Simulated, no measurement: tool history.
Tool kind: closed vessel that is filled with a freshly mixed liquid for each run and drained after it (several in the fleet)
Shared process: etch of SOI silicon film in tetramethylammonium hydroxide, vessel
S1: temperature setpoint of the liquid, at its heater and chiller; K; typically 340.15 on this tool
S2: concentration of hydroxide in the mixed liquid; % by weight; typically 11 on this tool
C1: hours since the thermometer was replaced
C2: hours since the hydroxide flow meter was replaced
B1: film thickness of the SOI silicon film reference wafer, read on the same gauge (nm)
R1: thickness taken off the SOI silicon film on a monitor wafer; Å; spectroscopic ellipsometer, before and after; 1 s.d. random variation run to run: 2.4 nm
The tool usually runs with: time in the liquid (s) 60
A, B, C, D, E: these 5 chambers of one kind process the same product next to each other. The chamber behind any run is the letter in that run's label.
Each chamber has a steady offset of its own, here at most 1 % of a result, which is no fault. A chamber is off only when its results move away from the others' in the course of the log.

{"run": "1B", "hour": 6.3, "S1": 340.15, "S2": 11, "time in the liquid (s)": 60, "C1": 1830.4, "C2": 339.6, "B1": 79.998, "R1": 3449.4}
{"run": "2C", "hour": 11.4, "S1": 340.15, "S2": 11, "time in the liquid (s)": 60, "C1": 955, "C2": 147.8, "B1": 79.98, "R1": 3463.4}
{"run": "3D", "hour": 18.5, "S1": 340.15, "S2": 11, "time in the liquid (s)": 60, "C1": 561.2, "C2": 1207.8, "B1": 79.985, "R1": 3430.9}
{"run": "4A", "hour": 26.6, "S1": 340.15, "S2": 11, "time in the liquid (s)": 60, "C1": 1032.6, "C2": 711.9, "B1": 79.98, "R1": 3468}
{"run": "5E", "hour": 34.9, "S1": 340.15, "S2": 11, "time in the liquid (s)": 60, "C1": 748.6, "C2": 409.8, "B1": 79.986, "R1": 3493.6}
{"run": "6E", "hour": 43.3, "S1": 340.15, "S2": 11, "time in the liquid (s)": 60, "C1": 757, "C2": 418.2, "B1": 79.986, "R1": 3445.2}
{"run": "7B", "hour": 49.7, "S1": 340.15, "S2": 11, "time in the liquid (s)": 60, "C1": 1873.8, "C2": 383, "B1": 80.012, "R1": 3455.8}
{"run": "8C", "hour": 56.4, "S1": 340.15, "S2": 11, "time in the liquid (s)": 60, "C1": 1000, "C2": 192.8, "B1": 79.977, "R1": 3478.2}
{"run": "9A", "hour": 63.2, "S1": 340.15, "S2": 11, "time in the liquid (s)": 60, "C1": 1069.2, "C2": 748.5, "B1": 79.992, "R1": 3439.9}
{"run": "10D", "hour": 71.8, "S1": 340.15, "S2": 11, "time in the liquid (s)": 60, "C1": 614.5, "C2": 1261.1, "B1": 80.001, "R1": 3467.4}
{"run": "11A", "hour": 77.3, "S1": 340.15, "S2": 11, "time in the liquid (s)": 60, "C1": 1083.3, "C2": 762.6, "B1": 80.02, "R1": 3478.2}
{"run": "12B", "hour": 82.8, "S1": 340.15, "S2": 11, "time in the liquid (s)": 60, "C1": 1906.9, "C2": 416.1, "B1": 79.964, "R1": 3401.2}
{"hour": 83.8, "done": "chamber B: thermometer replaced"}
{"run": "13E", "hour": 90.2, "S1": 340.15, "S2": 11, "time in the liquid (s)": 60, "C1": 803.9, "C2": 465.1, "B1": 80.014, "R1": 3469.1}
{"run": "14D", "hour": 96.2, "S1": 340.15, "S2": 11, "time in the liquid (s)": 60, "C1": 638.9, "C2": 1285.5, "B1": 79.969, "R1": 3526}
{"run": "15C", "hour": 106.2, "S1": 340.15, "S2": 11, "time in the liquid (s)": 60, "C1": 1049.8, "C2": 242.6, "B1": 80.005, "R1": 3476.5}
{"run": "16E", "hour": 111.1, "S1": 340.15, "S2": 11, "time in the liquid (s)": 60, "C1": 824.8, "C2": 486, "B1": 80.014, "R1": 3442.8}
{"run": "17A", "hour": 116.8, "S1": 340.15, "S2": 11, "time in the liquid (s)": 60, "C1": 1122.8, "C2": 802.1, "B1": 79.963, "R1": 3487.8}
{"run": "18D", "hour": 124.9, "S1": 340.15, "S2": 11, "time in the liquid (s)": 60, "C1": 667.6, "C2": 1314.2, "B1": 79.995, "R1": 3432.4}
{"run": "19B", "hour": 131.3, "S1": 340.15, "S2": 11, "time in the liquid (s)": 60, "C1": 47.5, "C2": 464.6, "B1": 80.012, "R1": 3443.8}
{"run": "20C", "hour": 141.4, "S1": 344.15, "S2": 11, "time in the liquid (s)": 85, "C1": 1085, "C2": 277.8, "B1": 79.972, "R1": 6253.8}
{"run": "21A", "hour": 147.9, "S1": 344.15, "S2": 11, "time in the liquid (s)": 85, "C1": 1153.9, "C2": 833.2, "B1": 80.008, "R1": 6240}
{"run": "22C", "hour": 152.9, "S1": 344.15, "S2": 11, "time in the liquid (s)": 85, "C1": 1096.5, "C2": 289.3, "B1": 80.002, "R1": 6235}
{"run": "23B", "hour": 160.7, "S1": 344.15, "S2": 11, "time in the liquid (s)": 85, "C1": 76.9, "C2": 494, "B1": 79.966, "R1": 6211}
{"run": "24E", "hour": 168.9, "S1": 344.15, "S2": 11, "time in the liquid (s)": 85, "C1": 882.6, "C2": 543.8, "B1": 80.012, "R1": 6184.4}
{"run": "25D", "hour": 177.6, "S1": 340.15, "S2": 11, "time in the liquid (s)": 60, "C1": 720.3, "C2": 1366.9, "B1": 80.009, "R1": 3480.1}
{"run": "26B", "hour": 182.1, "S1": 340.15, "S2": 11, "time in the liquid (s)": 60, "C1": 98.3, "C2": 515.4, "B1": 79.972, "R1": 3412.5}
{"run": "27C", "hour": 191.1, "S1": 340.15, "S2": 11, "time in the liquid (s)": 60, "C1": 1134.7, "C2": 327.5, "B1": 79.954, "R1": 3490.7}
{"run": "28A", "hour": 196.2, "S1": 340.15, "S2": 11, "time in the liquid (s)": 60, "C1": 1202.2, "C2": 881.5, "B1": 80.035, "R1": 3525.1}
{"run": "29D", "hour": 204.8, "S1": 340.15, "S2": 11, "time in the liquid (s)": 60, "C1": 747.5, "C2": 1394.1, "B1": 80.021, "R1": 3506.9}
{"run": "30E", "hour": 213.2, "S1": 340.15, "S2": 11, "time in the liquid (s)": 60, "C1": 926.9, "C2": 588.1, "B1": 79.975, "R1": 3476.3}
{"run": "31E", "hour": 218.8, "S1": 340.15, "S2": 11, "time in the liquid (s)": 60, "C1": 932.5, "C2": 593.7, "B1": 79.984, "R1": 3496.9}
{"run": "32B", "hour": 227.0, "S1": 340.15, "S2": 11, "time in the liquid (s)": 60, "C1": 143.2, "C2": 560.3, "B1": 80.003, "R1": 3464.4}

Decide between three cases: one chamber stands off from its peers, the gauge reading all wafers drifts, or nothing is wrong past each chamber's small offset. Where a chamber is off, say which and what most likely put it there.

All chambers stay in line apart from their small fixed offsets, and the gauge does not drift.
